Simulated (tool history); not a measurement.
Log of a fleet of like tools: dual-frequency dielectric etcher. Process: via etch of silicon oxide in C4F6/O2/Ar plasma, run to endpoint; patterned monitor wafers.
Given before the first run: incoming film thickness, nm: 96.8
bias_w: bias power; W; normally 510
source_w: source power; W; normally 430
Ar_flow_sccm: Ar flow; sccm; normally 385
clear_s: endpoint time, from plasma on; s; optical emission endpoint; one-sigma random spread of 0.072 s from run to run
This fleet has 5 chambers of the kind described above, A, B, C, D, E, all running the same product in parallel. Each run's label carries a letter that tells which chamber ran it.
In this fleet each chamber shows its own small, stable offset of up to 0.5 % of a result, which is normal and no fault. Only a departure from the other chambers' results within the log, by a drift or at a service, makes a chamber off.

run	hour	bias_w	source_w	Ar_flow_sccm	hours since the last wet clean	hours since the last bias power generator calibration	hours since the last source power generator calibration	hours since the last Ar flow controller change	clear_s
1E	2.7	510	430	385	335.1	332.6	1683.6	631	21.174
2D	6.6	510	430	385	144.2	2923.6	1688	903.1	21.088
3A	11.3	510	430	385	230.7	1946.9	1391.3	1423	21.215
4C	15.8	510	430	385	333	907	1064.4	1329.4	21.113
5B	19.5	510	430	385	124.7	1569.2	3470.3	4258.7	21.296
6C	22.8	510	430	385	340	914	1071.4	1336.4	21.092
7D	27.3	510	430	385	164.9	2944.3	1708.7	923.8	21.069
8A	30.7	510	430	385	250.1	1966.3	1410.7	1442.4	21.282
9E	35.6	510	430	385	368	365.5	1716.5	663.9	21.176
10B	38.5	510	430	385	143.7	1588.2	3489.3	4277.7	21.174
# hour 40.9: chamber E: wet clean of the chamber
11E	43.6	510	430	385	2.8	373.5	1724.5	671.9	21.178
12A	47.1	455	380	385	266.5	1982.7	1427.1	1458.8	23.107
13D	51.8	455	380	385	189.4	2968.8	1733.2	948.3	23.04
14C	54.5	455	380	385	371.7	945.7	1103.1	1368.1	23.175
15B	59.4	455	380	385	164.6	1609.1	3510.2	4298.6	23.378
16A	64.1	455	380	385	283.5	1999.7	1444.1	1475.8	23.019
17C	68.9	424	320	385	386.1	960.1	1117.5	1382.5	25.203
18E	71.9	424	320	385	31.1	401.8	1752.8	700.2	25.425
19B	74.6	424	320	385	179.8	1624.3	3525.4	4313.8	25.444
20D	78.4	424	320	385	216	2995.4	1759.8	974.9	25.153
21A	81.3	424	320	385	300.7	2016.9	1461.3	1493	24.943
22B	83.9	510	430	385	189.1	1633.6	3534.7	4323.1	21.271
23D	88.5	510	430	385	226.1	3005.5	1769.9	985	21.086
# hour 91.8: chamber C: wet clean of the chamber
24E	93.2	510	430	385	52.4	423.1	1774.1	721.5	21.349
25C	95.8	510	430	385	4.1	987	1144.4	1409.4	21.152
26D	98.7	618	430	471	236.3	3015.7	1780.1	995.2	20.008
27A	102	618	430	471	321.4	2037.6	1482	1513.7	19.676
28B	105	618	430	471	210.2	1654.7	3555.8	4344.2	20.219
29E	107.3	618	430	471	66.5	437.2	1788.2	735.6	20.215
30C	110.1	618	430	471	18.4	1001.3	1158.7	1423.7	20.064
31D	113.1	510	430	385	250.7	3030.1	1794.5	1009.6	21.066
32E	117.7	510	430	385	76.9	447.6	1798.6	746	21.35
33B	122.5	510	430	385	227.7	1672.2	3573.3	4361.7	21.181
34A	125.3	510	430	385	344.7	2060.9	1505.3	1537	20.49
35C	127.7	510	430	385	36	1018.9	1176.3	1441.3	21.19
36D	131.2	510	430	385	268.8	3048.2	1812.6	1027.7	20.955
37A	133.6	510	430	385	353	2069.2	1513.6	1545.3	20.355
38E	136.4	510	430	385	95.6	466.3	1817.3	764.7	21.283
39C	140.5	604	430	385	48.8	1031.7	1189.1	1454.1	19.788

For the next run the whole fleet of 5 chambers uses the same settings. Give each chamber's results:
40A	144.2	510	430	385					?
40B	144.2	510	430	385					?
40C	144.2	510	430	385					?
40D	144.2	510	430	385					?
40E	144.2	510	430	385					?

run	clear_s
40A	20.328
40B	21.299
40C	21.249
40D	20.933
40E	21.203
